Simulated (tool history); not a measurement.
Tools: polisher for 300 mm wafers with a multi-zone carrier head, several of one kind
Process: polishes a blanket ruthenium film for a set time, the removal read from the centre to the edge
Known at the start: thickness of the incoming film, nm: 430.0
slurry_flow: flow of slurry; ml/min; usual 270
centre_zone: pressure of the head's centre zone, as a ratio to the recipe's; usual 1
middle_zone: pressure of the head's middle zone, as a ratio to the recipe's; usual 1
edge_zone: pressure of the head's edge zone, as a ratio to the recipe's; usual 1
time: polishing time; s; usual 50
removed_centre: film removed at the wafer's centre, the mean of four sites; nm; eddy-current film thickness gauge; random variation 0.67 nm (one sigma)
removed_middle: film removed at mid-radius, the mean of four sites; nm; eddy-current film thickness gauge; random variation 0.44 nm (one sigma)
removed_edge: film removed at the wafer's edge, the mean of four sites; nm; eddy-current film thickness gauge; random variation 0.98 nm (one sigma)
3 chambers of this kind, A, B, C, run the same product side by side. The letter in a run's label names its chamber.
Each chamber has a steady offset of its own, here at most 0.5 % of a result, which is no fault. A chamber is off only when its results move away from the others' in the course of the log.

run    day  slurry_flow  centre_zone  middle_zone  edge_zone  time  wafers polished on this pad  hours since the slurry nozzle was cleaned  hours since the centre zone pressure was calibrated  hours since the edge zone pressure was calibrated  removed_centre  removed_middle  removed_edge
     0.096  -- chamber B: worn pad replaced by a new one
 1A  0.162          270            1            1          1    50                          765                                      216.1                                                 1197                                             1093.7          70.494          70.145        69.795
 2C  0.362          270            1            1          1    50                          236                                      526.4                                                832.2                                                527          70.486          70.612        67.941
 3B  0.512          270            1            1          1    50                          170                                      294.6                                                 46.4                                             1567.6          70.023          70.587        71.132
     0.575  -- chamber B: slurry nozzle cleaned
       0.7  -- chamber A: worn pad replaced by a new one
 4C  0.729          270            1            1          1    50                          385                                      535.2                                                  841                                              535.8          71.684          70.096        71.313
 5A  0.962          270            1            1          1    50                          107                                      235.3                                               1216.2                                             1112.9          70.426          70.029         71.55
     1.004  -- chamber C: slurry nozzle cleaned
 6B  1.179          270            1            1          1    50                          441                                       14.5                                                 62.4                                             1583.6          70.473          71.452        68.818
 7C  1.283          270            1            1          1    50                          611                                        6.8                                                854.3                                              549.1          70.677          70.311        68.773
 8A  1.383          270            1            1          1    50                          278                                      245.4                                               1226.3                                               1123          70.174          70.134        69.579
 9B  1.542          270            1            1          1    50                          589                                       23.2                                                 71.1                                             1592.3          70.217          70.714        69.958
10B  1.775          270            1            1          1    50                          684                                       28.8                                                 76.7                                             1597.9          71.527           70.68        69.916
11A  1.962          270            1            1          1    50                          514                                      259.3                                               1240.2                                             1136.9          70.584          69.733        70.354
12C  2.071          270            1            1          1    50                          931                                       25.7                                                873.2                                                568          71.339          70.538        70.325
13C    2.2          270            1            1          1    50                          984                                       28.8                                                876.3                                              571.1          70.935          69.791         68.94
     2.275  -- chamber B: worn pad replaced by a new one
     2.296  -- chamber C: worn pad replaced by a new one
14A  2.396          270         1.05            1          1    50                          690                                      269.7                                               1250.6                                             1147.3          74.588           70.53        70.629
15B  2.508          270         1.05            1          1    50                           95                                       46.4                                                 94.3                                             1615.5          75.581          70.831        69.006
       2.6  -- chamber A: slurry nozzle cleaned
     2.629  -- chamber A: centre zone pressure recalibrated
16A  2.708          270         1.05            1          1    50                          818                                        2.7                                                  1.9                                             1154.8          74.798          69.957        70.027
17C  2.942          270            1            1          1    58                          263                                       46.6                                                894.1                                              588.9          82.191            82.5        81.915
18B  3.175          270            1            1          1    58                          366                                       62.4                                                110.3                                             1631.5          82.683          82.097        81.864
      3.25  -- chamber A: worn pad replaced by a new one
19A  3.296          270            1            1          1    58                           18                                       16.8                                                   16                                             1168.9          82.962          81.771        81.433
20C  3.425          270            1            1          1    39                          460                                       58.2                                                905.7                                              600.5          55.131           54.61         55.67
21B  3.525          270            1            1          1    39                          508                                       70.8                                                118.7                                             1639.9           55.92          55.054        54.966
22C  3.729          270            1            1          1    39                          584                                       65.5                                                  913                                              607.8          55.736          54.753        54.971
23A  3.888          270            1            1          1    50                          259                                         31                                                 30.2                                             1183.1           70.37          70.669        71.481
24B  3.996          270            1            1          1    50                          700                                       82.1                                                  130                                             1651.2          71.735           70.53        70.542
25B  4.192          270            1            1          1    50                          780                                       86.8                                                134.7                                             1655.9          71.224          70.735        69.663
26A  4.296          205            1            1          1    50                          425                                       40.8                                                   40                                             1192.9          67.313           68.04        68.395
     4.479  -- chamber B: edge zone pressure recalibrated
27C  4.525          205            1            1          1    50                          908                                       84.6                                                932.1                                              626.9          67.594          68.287        68.773
28A  4.712          205            1            1          1    50                          595                                       50.8                                                   50                                             1202.9          66.625          68.258         67.23
     4.842  -- chamber C: worn pad replaced by a new one
     4.917  -- chamber B: worn pad replaced by a new one
29B  4.929          270            1            1          1    50                            6                                      104.5                                                152.4                                               10.9           70.83          70.681        70.761
     5.012  -- chamber C: edge zone pressure recalibrated
30C  5.096          270            1            1          1    50                          103                                       98.3                                                945.8                                                  2          70.208          70.468        69.248

Is one chamber off against the others, does the gauge drift, or is nothing wrong? If a chamber is off, say which, and what the likeliest cause is.

No chamber stands off beyond its own small offset, and the gauge holds steady.
